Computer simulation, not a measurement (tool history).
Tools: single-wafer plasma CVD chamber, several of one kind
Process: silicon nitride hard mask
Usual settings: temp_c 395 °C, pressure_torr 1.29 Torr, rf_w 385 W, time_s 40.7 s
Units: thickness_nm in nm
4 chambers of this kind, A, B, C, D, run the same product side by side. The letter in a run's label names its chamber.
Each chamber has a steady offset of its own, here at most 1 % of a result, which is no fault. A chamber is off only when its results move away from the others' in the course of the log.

run	hour	temp_c	pressure_torr	rf_w	time_s	read-back reference wafer on the same gauge, thickness_nm	thickness_nm
1B	6.5	395	1.29	385	40.7	42.279	51.252
2A	11	395	1.29	385	40.7	42.275	51.799
3C	15.6	395	1.29	385	40.7	42.27	51.553
4D	18.7	395	1.29	385	40.7	42.251	51.526
5B	23.2	395	1.29	385	40.7	42.252	51.273
6C	27.4	395	1.29	385	40.7	42.255	51.459
7D	30.9	395	1.29	385	40.7	42.241	51.568
8A	37	395	1.29	385	40.7	42.23	51.78
9C	41.3	395	1.29	385	40.7	42.223	51.511
10B	44.8	395	1.29	385	40.7	42.244	51.211
11D	49	381	1.07	385	40.7	42.231	48.776
12A	55.2	381	1.07	385	40.7	42.223	48.98
13C	58.5	381	1.07	385	40.7	42.219	48.665
14B	62.3	381	1.07	385	40.7	42.199	48.508
15A	66.5	395	1.29	385	40.7	42.198	51.801
16D	71.7	395	1.08	360	40.7	42.176	46.637
17A	75.7	395	1.08	360	40.7	42.17	46.804
18B	80.8	395	1.08	360	40.7	42.176	46.187
19C	84.8	395	1.08	360	40.7	42.144	46.581
20D	88.9	395	1.29	385	40.7	42.162	51.541
21A	93.1	395	1.29	385	40.7	42.139	51.705
22C	96.5	395	1.29	385	40.7	42.141	51.452
23D	99.6	395	1.29	385	40.7	42.139	51.564
24B	103.8	395	1.29	385	40.7	42.125	51.024
25D	108.5	395	1.29	385	40.7	42.113	51.393
26C	111.8	400	1.29	385	40.7	42.111	51.311
27A	116.3	400	1.29	385	40.7	42.115	51.554
28B	119.3	400	1.29	385	40.7	42.084	50.899
29D	125.8	400	1.29	385	40.7	42.095	51.317
30C	129	395	1.29	450	43.4	42.094	59.851
31A	133.3	395	1.29	450	43.4	42.073	60.454

Next, every chamber runs the same settings. What will each give?
32A	137.9	383	1.29	385	40.7		?
32B	137.9	383	1.29	385	40.7		?
32C	137.9	383	1.29	385	40.7		?
32D	137.9	383	1.29	385	40.7		?

run	thickness_nm
32A	51.815
32B	51.258
32C	51.626
32D	51.661

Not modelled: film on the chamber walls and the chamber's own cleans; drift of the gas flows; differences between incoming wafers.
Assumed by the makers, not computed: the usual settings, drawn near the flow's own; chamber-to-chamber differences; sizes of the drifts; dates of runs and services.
